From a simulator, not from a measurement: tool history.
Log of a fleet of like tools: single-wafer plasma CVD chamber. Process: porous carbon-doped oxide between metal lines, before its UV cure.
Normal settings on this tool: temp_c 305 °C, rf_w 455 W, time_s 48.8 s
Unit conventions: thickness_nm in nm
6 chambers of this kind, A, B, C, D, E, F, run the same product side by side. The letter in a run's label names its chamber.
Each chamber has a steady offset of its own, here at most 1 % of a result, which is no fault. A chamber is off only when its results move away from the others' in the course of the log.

| run | day | temp_c | rf_w | time_s | hours since the last thermocouple change | hours since the last RF generator calibration | read-back reference wafer on the same gauge, thickness_nm | thickness_nm |
|---|---|---|---|---|---|---|---|---|
| 1A | 0.300 | 305 | 455 | 48.8 | 1343.6 | 761.7 | 250.93 | 239.60 |
| 2B | 0.617 | 305 | 455 | 48.8 | 2592.4 | 533.7 | 250.85 | 237.69 |
| 3C | 0.904 | 305 | 455 | 48.8 | 1666.9 | 153.0 | 250.90 | 236.08 |
| 4E | 1.483 | 305 | 455 | 48.8 | 194.6 | 586.4 | 250.86 | 238.94 |
| 5F | 1.821 | 305 | 455 | 48.8 | 1456.2 | 59.0 | 250.88 | 239.20 |
| 6D | 2.446 | 305 | 455 | 48.8 | 1103.0 | 1340.3 | 250.84 | 238.57 |
|  | 2.671 | chamber C: thermocouple changed; heater temperature recalibrated |
| 7E | 2.862 | 305 | 455 | 48.8 | 227.7 | 619.5 | 250.66 | 238.24 |
| 8F | 3.467 | 305 | 455 | 48.8 | 1495.7 | 98.5 | 250.70 | 239.09 |
| 9C | 4.029 | 305 | 455 | 48.8 | 32.7 | 228.0 | 250.58 | 236.88 |
| 10A | 4.383 | 305 | 455 | 48.8 | 1441.6 | 859.7 | 250.57 | 239.14 |
| 11D | 4.788 | 305 | 455 | 48.8 | 1159.2 | 1396.5 | 250.59 | 238.49 |
| 12B | 5.379 | 305 | 455 | 48.8 | 2706.7 | 648.0 | 250.42 | 237.17 |
| 13F | 5.788 | 305 | 455 | 48.8 | 1551.4 | 154.2 | 250.32 | 238.54 |
| 14E | 6.325 | 305 | 455 | 48.8 | 310.8 | 702.6 | 250.44 | 238.68 |
| 15C | 6.629 | 305 | 490 | 44.7 | 95.1 | 290.4 | 250.28 | 227.15 |
| 16D | 6.971 | 305 | 490 | 44.7 | 1211.6 | 1448.9 | 250.22 | 229.79 |
| 17A | 7.408 | 305 | 490 | 44.7 | 1514.2 | 932.3 | 250.36 | 230.27 |
|  | 7.850 | chamber B: thermocouple changed; heater temperature recalibrated |
| 18B | 7.871 | 305 | 490 | 44.7 | 0.6 | 707.8 | 250.20 | 228.65 |
|  | 8.033 | chamber A: RF generator calibrated |
| 19A | 8.175 | 305 | 490 | 44.7 | 1532.6 | 3.4 | 250.18 | 230.56 |
| 20F | 8.725 | 305 | 490 | 44.7 | 1621.9 | 224.7 | 250.19 | 230.37 |
|  | 9.267 | chamber E: RF generator calibrated |
| 21C | 9.329 | 305 | 455 | 48.8 | 159.9 | 355.2 | 250.00 | 235.92 |
| 22E | 9.633 | 300 | 365 | 48.8 | 390.2 | 8.9 | 250.00 | 204.38 |
| 23D | 9.975 | 300 | 365 | 48.8 | 1283.7 | 1521.0 | 250.02 | 206.24 |
| 24B | 10.412 | 300 | 365 | 48.8 | 61.6 | 768.8 | 249.84 | 204.13 |
| 25F | 10.758 | 300 | 365 | 48.8 | 1670.7 | 273.5 | 249.85 | 206.91 |
| 26C | 11.362 | 300 | 365 | 48.8 | 208.7 | 404.0 | 249.75 | 202.86 |
| 27A | 11.871 | 300 | 365 | 48.8 | 1621.3 | 92.1 | 249.79 | 204.96 |
| 28B | 12.254 | 305 | 455 | 39.6 | 105.8 | 813.0 | 249.74 | 193.03 |
| 29E | 12.725 | 305 | 455 | 39.6 | 464.4 | 83.1 | 249.84 | 193.65 |
| 30D | 13.150 | 305 | 455 | 39.6 | 1359.9 | 1597.2 | 249.67 | 193.78 |
| 31A | 13.688 | 305 | 455 | 39.6 | 1664.9 | 135.7 | 249.55 | 194.83 |
| 32F | 14.108 | 305 | 455 | 39.6 | 1751.1 | 353.9 | 249.51 | 193.82 |
| 33D | 14.562 | 305 | 455 | 39.6 | 1393.8 | 1631.1 | 249.63 | 193.80 |
| 34E | 15.088 | 305 | 455 | 48.8 | 521.1 | 139.8 | 249.41 | 237.48 |
| 35C | 15.371 | 305 | 455 | 48.8 | 304.9 | 500.2 | 249.47 | 235.12 |
| 36B | 15.658 | 305 | 455 | 48.8 | 187.5 | 894.7 | 249.41 | 235.74 |
| 37B | 16.275 | 305 | 455 | 48.8 | 202.3 | 909.5 | 249.39 | 236.24 |

Which is it: a chamber that has drifted or been left off by a service, a gauge drift common to all chambers, or only each chamber's usual small offset? If a chamber is off, name it and its likeliest cause.

It is the gauge, not a chamber: its drift shows up in every chamber's results at once, and no chamber is off.
What lies behind it: gauge reads low (%) = 0.683.
